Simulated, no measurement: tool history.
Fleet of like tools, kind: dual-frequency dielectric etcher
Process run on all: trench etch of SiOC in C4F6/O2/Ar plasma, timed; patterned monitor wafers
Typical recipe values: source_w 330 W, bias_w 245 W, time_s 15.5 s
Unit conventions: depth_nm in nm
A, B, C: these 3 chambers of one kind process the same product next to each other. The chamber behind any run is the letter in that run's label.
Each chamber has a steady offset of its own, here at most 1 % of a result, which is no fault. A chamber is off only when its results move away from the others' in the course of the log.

run	hour	source_w	bias_w	time_s	read-back reference wafer on the same gauge, depth_nm	depth_nm
1A	8	330	245	15.5	31.122	32.965
2B	16	330	245	15.5	31.093	32.916
3C	24.3	330	245	15.5	31.073	33.295
4B	31.6	330	245	15.5	31.094	33.051
5C	41.1	330	245	15.5	31.087	33.124
6A	50	330	245	15.5	31.106	32.816
7C	57	330	245	15.5	31.125	33.274
8A	65.9	330	245	15.5	31.107	32.878
9B	73.2	330	245	15.5	31.111	32.95
10C	83.5	330	245	15.5	31.117	33.367
# hour 87.9: chamber A: wet clean of the chamber
11B	93.2	330	245	15.5	31.101	33.077
# hour 95.2: chamber B: wet clean of the chamber
12A	103.1	330	245	15.5	31.133	33.179
13A	109.1	330	245	15.5	31.096	33.038
14B	117.9	330	245	15.5	31.09	33.008
15C	125.1	330	272	15.5	31.073	34.727
16A	131	330	272	15.5	31.116	34.145
17B	139.3	330	272	15.5	31.103	34.354
18C	150.2	330	245	18.5	31.115	39.89
19A	156.7	330	245	18.5	31.067	39.302
20C	163.9	330	245	18.5	31.109	40.067
21B	171.5	330	245	15.5	31.1	33.256
22A	177.5	330	245	15.5	31.088	32.753
23B	184.7	330	245	15.5	31.113	33.001
24C	192.3	330	245	15.5	31.104	33.404
25A	202.8	330	245	15.5	31.095	33.043
26B	210.5	330	245	15.5	31.09	33.299
27C	220.9	330	245	15.5	31.111	33.175
28A	227.4	330	245	15.5	31.085	32.952
29B	235.9	330	245	15.5	31.102	32.88
30C	241.3	330	245	15.5	31.118	33.307
31B	246.7	330	245	15.5	31.117	32.889
32C	256.3	330	245	15.5	31.073	33.175
33A	265	380	245	19.5	31.089	43.494
# hour 268.5: chamber C: source power generator calibrated
# hour 273.4: chamber C: wet clean of the chamber
34A	275.2	380	245	19.5	31.117	44.092
35C	286.4	380	245	19.5	31.117	43.852
36B	295.6	330	245	15.5	31.122	33.099
37C	303.6	330	245	15.5	31.09	33.543

For the next run the whole fleet of 3 chambers uses the same settings. Give each chamber's results:
38A	311.7	330	301	15.5		?
38B	311.7	330	301	15.5		?
38C	311.7	330	301	15.5		?

run	depth_nm
38A	35.446
38B	35.733
38C	35.82

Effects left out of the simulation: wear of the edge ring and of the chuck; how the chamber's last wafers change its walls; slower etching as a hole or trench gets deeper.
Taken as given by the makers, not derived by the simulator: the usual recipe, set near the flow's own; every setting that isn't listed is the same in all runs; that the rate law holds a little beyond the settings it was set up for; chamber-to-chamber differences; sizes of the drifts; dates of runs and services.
